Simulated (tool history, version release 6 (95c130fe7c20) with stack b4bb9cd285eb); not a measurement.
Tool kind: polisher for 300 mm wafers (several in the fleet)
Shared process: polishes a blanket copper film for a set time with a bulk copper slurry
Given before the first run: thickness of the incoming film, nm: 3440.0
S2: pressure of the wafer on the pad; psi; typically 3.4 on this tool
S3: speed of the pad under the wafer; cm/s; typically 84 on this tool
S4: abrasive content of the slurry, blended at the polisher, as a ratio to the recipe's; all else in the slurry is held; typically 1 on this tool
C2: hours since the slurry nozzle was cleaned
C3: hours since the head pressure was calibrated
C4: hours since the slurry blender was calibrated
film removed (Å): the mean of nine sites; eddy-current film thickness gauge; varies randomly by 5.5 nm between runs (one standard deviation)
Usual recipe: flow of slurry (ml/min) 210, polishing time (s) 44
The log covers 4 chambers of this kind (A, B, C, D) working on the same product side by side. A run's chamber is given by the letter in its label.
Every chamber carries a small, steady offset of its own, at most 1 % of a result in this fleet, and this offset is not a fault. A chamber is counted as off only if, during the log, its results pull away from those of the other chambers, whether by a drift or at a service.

Run 1A, hour 5.4: usual settings; wafers polished on this pad 736; C2 470; C3 1066.7; C4 347.6. Result: film removed (Å) 3766.3.
At hour 6.9: chamber A: worn pad replaced by a new one.
Run 2D, hour 9.8: usual settings; wafers polished on this pad 854; C2 50.2; C3 580.7; C4 229. Result: film removed (Å) 3813.7.
Run 3C, hour 15.3: usual settings; wafers polished on this pad 366; C2 354.6; C3 28.9; C4 384.9. Result: film removed (Å) 3722.
At hour 22: chamber D: worn pad replaced by a new one.
Run 4B, hour 22.6: usual settings; wafers polished on this pad 270; C2 401.9; C3 606.8; C4 54. Result: film removed (Å) 3804.4.
Run 5A, hour 31.4: usual settings; wafers polished on this pad 277; C2 496; C3 1092.7; C4 373.6. Result: film removed (Å) 3926.1.
At hour 36: chamber C: worn pad replaced by a new one.
Run 6B, hour 39.4: usual settings; wafers polished on this pad 459; C2 418.7; C3 623.6; C4 70.8. Result: film removed (Å) 3814.3.
Run 7D, hour 47.1: usual settings; wafers polished on this pad 284; C2 87.5; C3 618; C4 266.3. Result: film removed (Å) 3832.9.
Run 8C, hour 53.2: usual settings; wafers polished on this pad 195; C2 392.5; C3 66.8; C4 422.8. Result: film removed (Å) 3875.1.
Run 9D, hour 57.9: usual settings; wafers polished on this pad 406; C2 98.3; C3 628.8; C4 277.1. Result: film removed (Å) 3826.3.
Run 10B, hour 63.4: usual settings; wafers polished on this pad 730; C2 442.7; C3 647.6; C4 94.8. Result: film removed (Å) 3751.
At hour 67.2: chamber C: slurry blender recalibrated.
Run 11C, hour 68.6: usual settings; wafers polished on this pad 369; C2 407.9; C3 82.2; C4 1.5. Result: film removed (Å) 3837.3.
Run 12A, hour 76.3: usual settings; wafers polished on this pad 784; C2 540.9; C3 1137.6; C4 418.5. Result: film removed (Å) 3853.6.
At hour 77.1: chamber A: slurry blender recalibrated.
Run 13D, hour 82.9: usual settings; wafers polished on this pad 689; C2 123.3; C3 653.8; C4 302.1. Result: film removed (Å) 3870.5.
At hour 85.7: chamber A: worn pad replaced by a new one.
Run 14A, hour 87.3: usual settings; wafers polished on this pad 18; C2 551.9; C3 1148.6; C4 10.3. Result: film removed (Å) 3852.9.
At hour 88.9: chamber C: worn pad replaced by a new one.
Run 15C, hour 93.9: usual settings; wafers polished on this pad 57; C2 433.2; C3 107.5; C4 26.8. Result: film removed (Å) 3885.7.
At hour 96.4: chamber B: worn pad replaced by a new one.
Run 16B, hour 103.2: usual settings but S2 3.9 psi, S3 98 cm/s; wafers polished on this pad 77; C2 482.5; C3 687.4; C4 134.6. Result: film removed (Å) 5071.3.
Run 17A, hour 112: usual settings but S2 3.9 psi, S3 98 cm/s; wafers polished on this pad 297; C2 576.6; C3 1173.3; C4 35. Result: film removed (Å) 5345.6.
Run 18B, hour 118.9: usual settings but S2 3.9 psi, S3 98 cm/s; wafers polished on this pad 254; C2 498.2; C3 703.1; C4 150.3. Result: film removed (Å) 5170.6.
At hour 123.7: chamber A: slurry nozzle cleaned.
At hour 125.7: chamber D: worn pad replaced by a new one.
Run 19C, hour 126.4: usual settings but S2 3.9 psi, S3 98 cm/s; wafers polished on this pad 424; C2 465.7; C3 140; C4 59.3. Result: film removed (Å) 5245.2.
Run 20D, hour 131.5: usual settings; wafers polished on this pad 66; C2 171.9; C3 702.4; C4 350.7. Result: film removed (Å) 3825.3.
At hour 136.6: chamber C: worn pad replaced by a new one.
Run 21A, hour 140: usual settings; wafers polished on this pad 613; C2 16.3; C3 1201.3; C4 63. Result: film removed (Å) 3862.2.
Run 22B, hour 147.7: usual settings; wafers polished on this pad 580; C2 527; C3 731.9; C4 179.1. Result: film removed (Å) 3748.6.
At hour 150.8: chamber B: slurry blender recalibrated.
At hour 153.2: chamber A: worn pad replaced by a new one.
Run 23C, hour 157: usual settings; wafers polished on this pad 231; C2 496.3; C3 170.6; C4 89.9. Result: film removed (Å) 3766.9.
Run 24D, hour 165.1: usual settings but S2 4.1 psi, S4 0.9; wafers polished on this pad 445; C2 205.5; C3 736; C4 384.3. Result: film removed (Å) 4553.6.
Run 25A, hour 171.1: usual settings but S2 4.1 psi, S4 0.9; wafers polished on this pad 202; C2 47.4; C3 1232.4; C4 94.1. Result: film removed (Å) 4547.5.
At hour 171.5: chamber B: worn pad replaced by a new one.
At hour 174.5: chamber D: slurry blender recalibrated.
Run 26B, hour 176.1: usual settings but S2 4.1 psi, S4 0.9; wafers polished on this pad 52; C2 555.4; C3 760.3; C4 25.4. Result: film removed (Å) 4520.6.
Run 27C, hour 182.1: usual settings but S2 4.1 psi, S4 0.9; wafers polished on this pad 514; C2 521.4; C3 195.7; C4 115. Result: film removed (Å) 4551.2.
At hour 184.1: chamber C: worn pad replaced by a new one.
Run 28D, hour 191.2: usual settings; wafers polished on this pad 740; C2 231.6; C3 762.1; C4 16.8. Result: film removed (Å) 3876.7.
Run 29D, hour 197: usual settings; wafers polished on this pad 806; C2 237.4; C3 767.9; C4 22.6. Result: film removed (Å) 3793.
Run 30C, hour 204.7: usual settings; wafers polished on this pad 233; C2 544; C3 218.3; C4 137.6. Result: film removed (Å) 3869.7.
Run 31B, hour 211.3: usual settings; wafers polished on this pad 450; C2 590.6; C3 795.5; C4 60.6. Result: film removed (Å) 3956.3.
Run 32A, hour 220.8: usual settings; wafers polished on this pad 763; C2 97.1; C3 1282.1; C4 143.8. Result: film removed (Å) 3856.2.

One chamber off, gauge drift, or nothing amiss beyond the chambers' own small offsets? If it is a chamber, which one, and what is the likeliest cause?

No chamber is off and the gauge is stable; the differences are just each chamber's small, constant offset.

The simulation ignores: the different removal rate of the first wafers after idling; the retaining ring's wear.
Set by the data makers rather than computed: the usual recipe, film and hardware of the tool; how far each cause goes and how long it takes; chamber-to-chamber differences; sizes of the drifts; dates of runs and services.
